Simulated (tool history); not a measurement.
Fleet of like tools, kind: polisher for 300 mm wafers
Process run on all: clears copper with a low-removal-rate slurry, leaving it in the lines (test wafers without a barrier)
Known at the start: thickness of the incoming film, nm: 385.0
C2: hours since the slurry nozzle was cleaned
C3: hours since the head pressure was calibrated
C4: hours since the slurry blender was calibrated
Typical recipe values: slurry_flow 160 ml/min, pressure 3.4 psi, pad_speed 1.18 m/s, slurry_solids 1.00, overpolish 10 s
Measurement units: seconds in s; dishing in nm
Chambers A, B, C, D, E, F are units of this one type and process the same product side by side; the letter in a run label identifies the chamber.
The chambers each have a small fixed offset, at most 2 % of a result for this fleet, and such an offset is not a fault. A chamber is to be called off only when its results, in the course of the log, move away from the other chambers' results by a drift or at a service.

{"run": "1F", "day": 0.092, "slurry_flow": 160, "pressure": 3.4, "pad_speed": 1.18, "slurry_solids": 1.0, "overpolish": 10, "wafers polished on this pad": 137, "C2": 486.1, "C3": 287.5, "C4": 148.3, "seconds": 93.768, "dishing": 29.429}
{"run": "2E", "day": 0.258, "slurry_flow": 160, "pressure": 3.4, "pad_speed": 1.18, "slurry_solids": 1.0, "overpolish": 10, "wafers polished on this pad": 124, "C2": 119.5, "C3": 99.8, "C4": 44.4, "seconds": 94.202, "dishing": 28.824}
{"run": "3B", "day": 0.425, "slurry_flow": 160, "pressure": 3.4, "pad_speed": 1.18, "slurry_solids": 1.0, "overpolish": 10, "wafers polished on this pad": 787, "C2": 336.8, "C3": 293.3, "C4": 96.4, "seconds": 95.277, "dishing": 29.95}
{"day": 0.512, "done": "chamber A: worn pad replaced by a new one"}
{"run": "4C", "day": 0.55, "slurry_flow": 160, "pressure": 3.4, "pad_speed": 1.18, "slurry_solids": 1.0, "overpolish": 10, "wafers polished on this pad": 484, "C2": 178.0, "C3": 242.1, "C4": 137.3, "seconds": 94.881, "dishing": 29.851}
{"run": "5D", "day": 0.679, "slurry_flow": 160, "pressure": 3.4, "pad_speed": 1.18, "slurry_solids": 1.0, "overpolish": 10, "wafers polished on this pad": 976, "C2": 346.4, "C3": 40.8, "C4": 173.0, "seconds": 95.186, "dishing": 29.738}
{"run": "6A", "day": 0.812, "slurry_flow": 160, "pressure": 3.4, "pad_speed": 1.18, "slurry_solids": 1.0, "overpolish": 10, "wafers polished on this pad": 58, "C2": 88.2, "C3": 295.9, "C4": 140.0, "seconds": 95.841, "dishing": 28.99}
{"run": "7D", "day": 0.962, "slurry_flow": 160, "pressure": 3.4, "pad_speed": 1.18, "slurry_solids": 1.0, "overpolish": 10, "wafers polished on this pad": 1031, "C2": 353.2, "C3": 47.6, "C4": 179.8, "seconds": 92.771, "dishing": 29.833}
{"day": 1.042, "done": "chamber A: slurry blender recalibrated"}
{"run": "8F", "day": 1.096, "slurry_flow": 160, "pressure": 3.4, "pad_speed": 1.54, "slurry_solids": 1.15, "overpolish": 10, "wafers polished on this pad": 332, "C2": 510.2, "C3": 311.6, "C4": 172.4, "seconds": 70.984, "dishing": 37.644}
{"run": "9E", "day": 1.229, "slurry_flow": 160, "pressure": 3.4, "pad_speed": 1.54, "slurry_solids": 1.15, "overpolish": 10, "wafers polished on this pad": 312, "C2": 142.8, "C3": 123.1, "C4": 67.7, "seconds": 70.325, "dishing": 38.609}
{"day": 1.304, "done": "chamber C: slurry nozzle cleaned"}
{"run": "10C", "day": 1.317, "slurry_flow": 160, "pressure": 3.4, "pad_speed": 1.54, "slurry_solids": 1.15, "overpolish": 10, "wafers polished on this pad": 632, "C2": 0.4, "C3": 260.5, "C4": 155.7, "seconds": 69.319, "dishing": 38.766}
{"day": 1.346, "done": "chamber C: worn pad replaced by a new one"}
{"run": "11B", "day": 1.5, "slurry_flow": 160, "pressure": 3.4, "pad_speed": 1.54, "slurry_solids": 1.15, "overpolish": 10, "wafers polished on this pad": 995, "C2": 362.6, "C3": 319.1, "C4": 122.2, "seconds": 69.707, "dishing": 39.198}
{"run": "12A", "day": 1.688, "slurry_flow": 160, "pressure": 3.4, "pad_speed": 1.54, "slurry_solids": 1.15, "overpolish": 10, "wafers polished on this pad": 228, "C2": 109.2, "C3": 316.9, "C4": 15.6, "seconds": 69.651, "dishing": 37.42}
{"day": 1.725, "done": "chamber D: worn pad replaced by a new one"}
{"run": "13B", "day": 1.796, "slurry_flow": 160, "pressure": 3.4, "pad_speed": 1.54, "slurry_solids": 1.15, "overpolish": 10, "wafers polished on this pad": 1053, "C2": 369.7, "C3": 326.2, "C4": 129.3, "seconds": 71.045, "dishing": 39.136}
{"run": "14D", "day": 1.929, "slurry_flow": 160, "pressure": 3.4, "pad_speed": 1.18, "slurry_solids": 1.0, "overpolish": 10, "wafers polished on this pad": 40, "C2": 376.4, "C3": 70.8, "C4": 203.0, "seconds": 95.082, "dishing": 29.151}
{"day": 1.958, "done": "chamber F: worn pad replaced by a new one"}
{"run": "15E", "day": 2.075, "slurry_flow": 195, "pressure": 3.4, "pad_speed": 0.84, "slurry_solids": 1.0, "overpolish": 10, "wafers polished on this pad": 476, "C2": 163.1, "C3": 143.4, "C4": 88.0, "seconds": 128.54, "dishing": 21.534}
{"day": 2.129, "done": "chamber C: head pressure recalibrated"}
{"run": "16C", "day": 2.167, "slurry_flow": 195, "pressure": 3.4, "pad_speed": 0.84, "slurry_solids": 1.0, "overpolish": 10, "wafers polished on this pad": 159, "C2": 20.8, "C3": 0.9, "C4": 176.1, "seconds": 146.29, "dishing": 19.244}
{"run": "17A", "day": 2.296, "slurry_flow": 195, "pressure": 3.4, "pad_speed": 0.84, "slurry_solids": 1.0, "overpolish": 10, "wafers polished on this pad": 346, "C2": 123.8, "C3": 331.5, "C4": 30.2, "seconds": 128.36, "dishing": 21.619}
{"run": "18F", "day": 2.479, "slurry_flow": 195, "pressure": 3.4, "pad_speed": 0.84, "slurry_solids": 1.0, "overpolish": 10, "wafers polished on this pad": 101, "C2": 543.4, "C3": 344.8, "C4": 205.6, "seconds": 129.1, "dishing": 22.402}
{"run": "19E", "day": 2.654, "slurry_flow": 195, "pressure": 3.4, "pad_speed": 0.84, "slurry_solids": 1.0, "overpolish": 10, "wafers polished on this pad": 588, "C2": 177.0, "C3": 157.3, "C4": 101.9, "seconds": 129.81, "dishing": 21.848}
{"run": "20D", "day": 2.775, "slurry_flow": 195, "pressure": 3.4, "pad_speed": 0.84, "slurry_solids": 1.0, "overpolish": 10, "wafers polished on this pad": 204, "C2": 396.7, "C3": 91.1, "C4": 223.3, "seconds": 128.03, "dishing": 21.823}
{"day": 2.825, "done": "chamber D: slurry blender recalibrated"}
{"run": "21F", "day": 2.892, "slurry_flow": 160, "pressure": 3.4, "pad_speed": 1.38, "slurry_solids": 1.0, "overpolish": 10, "wafers polished on this pad": 181, "C2": 553.3, "C3": 354.7, "C4": 215.5, "seconds": 82.782, "dishing": 32.885}
{"day": 2.954, "done": "chamber B: worn pad replaced by a new one"}
{"run": "22B", "day": 3.038, "slurry_flow": 160, "pressure": 3.4, "pad_speed": 1.38, "slurry_solids": 1.0, "overpolish": 10, "wafers polished on this pad": 16, "C2": 399.5, "C3": 356.0, "C4": 159.1, "seconds": 82.0, "dishing": 34.156}
{"run": "23C", "day": 3.204, "slurry_flow": 160, "pressure": 3.4, "pad_speed": 1.38, "slurry_solids": 1.0, "overpolish": 10, "wafers polished on this pad": 360, "C2": 45.7, "C3": 25.8, "C4": 201.0, "seconds": 92.844, "dishing": 30.794}
{"run": "24A", "day": 3.333, "slurry_flow": 160, "pressure": 3.4, "pad_speed": 1.38, "slurry_solids": 1.0, "overpolish": 10, "wafers polished on this pad": 547, "C2": 148.7, "C3": 356.4, "C4": 55.1, "seconds": 80.545, "dishing": 32.692}
{"run": "25E", "day": 3.438, "slurry_flow": 160, "pressure": 3.4, "pad_speed": 1.38, "slurry_solids": 1.0, "overpolish": 10, "wafers polished on this pad": 740, "C2": 195.8, "C3": 176.1, "C4": 120.7, "seconds": 79.616, "dishing": 33.282}
{"run": "26D", "day": 3.608, "slurry_flow": 160, "pressure": 3.4, "pad_speed": 1.38, "slurry_solids": 1.0, "overpolish": 10, "wafers polished on this pad": 365, "C2": 416.7, "C3": 111.1, "C4": 18.9, "seconds": 81.758, "dishing": 33.241}
{"run": "27F", "day": 3.746, "slurry_flow": 160, "pressure": 3.4, "pad_speed": 1.18, "slurry_solids": 1.0, "overpolish": 10, "wafers polished on this pad": 346, "C2": 573.8, "C3": 375.2, "C4": 236.0, "seconds": 96.377, "dishing": 30.325}
{"day": 3.858, "done": "chamber E: worn pad replaced by a new one"}
{"run": "28B", "day": 3.883, "slurry_flow": 160, "pressure": 3.4, "pad_speed": 1.18, "slurry_solids": 1.0, "overpolish": 10, "wafers polished on this pad": 180, "C2": 419.8, "C3": 376.3, "C4": 179.4, "seconds": 94.228, "dishing": 29.448}
{"run": "29C", "day": 4.021, "slurry_flow": 160, "pressure": 3.4, "pad_speed": 1.18, "slurry_solids": 1.0, "overpolish": 10, "wafers polished on this pad": 518, "C2": 65.3, "C3": 45.4, "C4": 220.6, "seconds": 108.79, "dishing": 26.384}
{"run": "30A", "day": 4.125, "slurry_flow": 160, "pressure": 3.4, "pad_speed": 1.18, "slurry_solids": 1.0, "overpolish": 10, "wafers polished on this pad": 701, "C2": 167.7, "C3": 375.4, "C4": 74.1, "seconds": 96.59, "dishing": 28.96}
{"day": 4.188, "done": "chamber F: slurry blender recalibrated"}
{"run": "31D", "day": 4.229, "slurry_flow": 160, "pressure": 3.4, "pad_speed": 1.18, "slurry_solids": 1.0, "overpolish": 10, "wafers polished on this pad": 486, "C2": 431.6, "C3": 126.0, "C4": 33.8, "seconds": 95.071, "dishing": 29.477}
{"day": 4.379, "done": "chamber C: worn pad replaced by a new one"}
{"run": "32B", "day": 4.396, "slurry_flow": 160, "pressure": 3.4, "pad_speed": 1.18, "slurry_solids": 1.0, "overpolish": 10, "wafers polished on this pad": 280, "C2": 432.1, "C3": 388.6, "C4": 191.7, "seconds": 95.428, "dishing": 29.248}
{"day": 4.442, "done": "chamber F: worn pad replaced by a new one"}
{"run": "33A", "day": 4.579, "slurry_flow": 160, "pressure": 3.4, "pad_speed": 1.18, "slurry_solids": 1.0, "overpolish": 10, "wafers polished on this pad": 789, "C2": 178.6, "C3": 386.3, "C4": 85.0, "seconds": 94.705, "dishing": 28.43}
{"day": 4.667, "done": "chamber A: worn pad replaced by a new one"}
{"run": "34C", "day": 4.717, "slurry_flow": 160, "pressure": 3.4, "pad_speed": 1.18, "slurry_solids": 1.0, "overpolish": 10, "wafers polished on this pad": 65, "C2": 82.0, "C3": 62.1, "C4": 237.3, "seconds": 106.78, "dishing": 25.67}
{"run": "35E", "day": 4.9, "slurry_flow": 160, "pressure": 3.4, "pad_speed": 1.18, "slurry_solids": 1.0, "overpolish": 10, "wafers polished on this pad": 202, "C2": 230.9, "C3": 211.2, "C4": 155.8, "seconds": 93.616, "dishing": 29.19}
{"run": "36F", "day": 5.021, "slurry_flow": 125, "pressure": 2.5, "pad_speed": 1.18, "slurry_solids": 1.0, "overpolish": 10, "wafers polished on this pad": 112, "C2": 604.4, "C3": 405.8, "C4": 20.0, "seconds": 137.16, "dishing": 21.435}
{"run": "37C", "day": 5.108, "slurry_flow": 125, "pressure": 2.5, "pad_speed": 1.18, "slurry_solids": 1.0, "overpolish": 10, "wafers polished on this pad": 141, "C2": 91.4, "C3": 71.5, "C4": 246.7, "seconds": 153.34, "dishing": 18.627}
{"run": "38A", "day": 5.283, "slurry_flow": 125, "pressure": 2.5, "pad_speed": 1.18, "slurry_solids": 1.0, "overpolish": 10, "wafers polished on this pad": 119, "C2": 195.5, "C3": 403.2, "C4": 101.9, "seconds": 132.18, "dishing": 20.348}

For the next run the whole fleet of 6 chambers uses the same settings. Give each chamber's results:
{"run": "39A", "day": 5.421, "slurry_flow": 160, "pressure": 4.0, "pad_speed": 1.18, "slurry_solids": 1.0, "overpolish": 10, "seconds": "?", "dishing": "?"}
{"run": "39B", "day": 5.421, "slurry_flow": 160, "pressure": 4.0, "pad_speed": 1.18, "slurry_solids": 1.0, "overpolish": 10, "seconds": "?", "dishing": "?"}
{"run": "39C", "day": 5.421, "slurry_flow": 160, "pressure": 4.0, "pad_speed": 1.18, "slurry_solids": 1.0, "overpolish": 10, "seconds": "?", "dishing": "?"}
{"run": "39D", "day": 5.421, "slurry_flow": 160, "pressure": 4.0, "pad_speed": 1.18, "slurry_solids": 1.0, "overpolish": 10, "seconds": "?", "dishing": "?"}
{"run": "39E", "day": 5.421, "slurry_flow": 160, "pressure": 4.0, "pad_speed": 1.18, "slurry_solids": 1.0, "overpolish": 10, "seconds": "?", "dishing": "?"}
{"run": "39F", "day": 5.421, "slurry_flow": 160, "pressure": 4.0, "pad_speed": 1.18, "slurry_solids": 1.0, "overpolish": 10, "seconds": "?", "dishing": "?"}

run=39A seconds=81.474 dishing=34.276
run=39B seconds=81.787 dishing=34.011
run=39C seconds=89.560 dishing=29.798
run=39D seconds=81.053 dishing=33.240
run=39E seconds=79.436 dishing=32.722
run=39F seconds=80.272 dishing=34.223

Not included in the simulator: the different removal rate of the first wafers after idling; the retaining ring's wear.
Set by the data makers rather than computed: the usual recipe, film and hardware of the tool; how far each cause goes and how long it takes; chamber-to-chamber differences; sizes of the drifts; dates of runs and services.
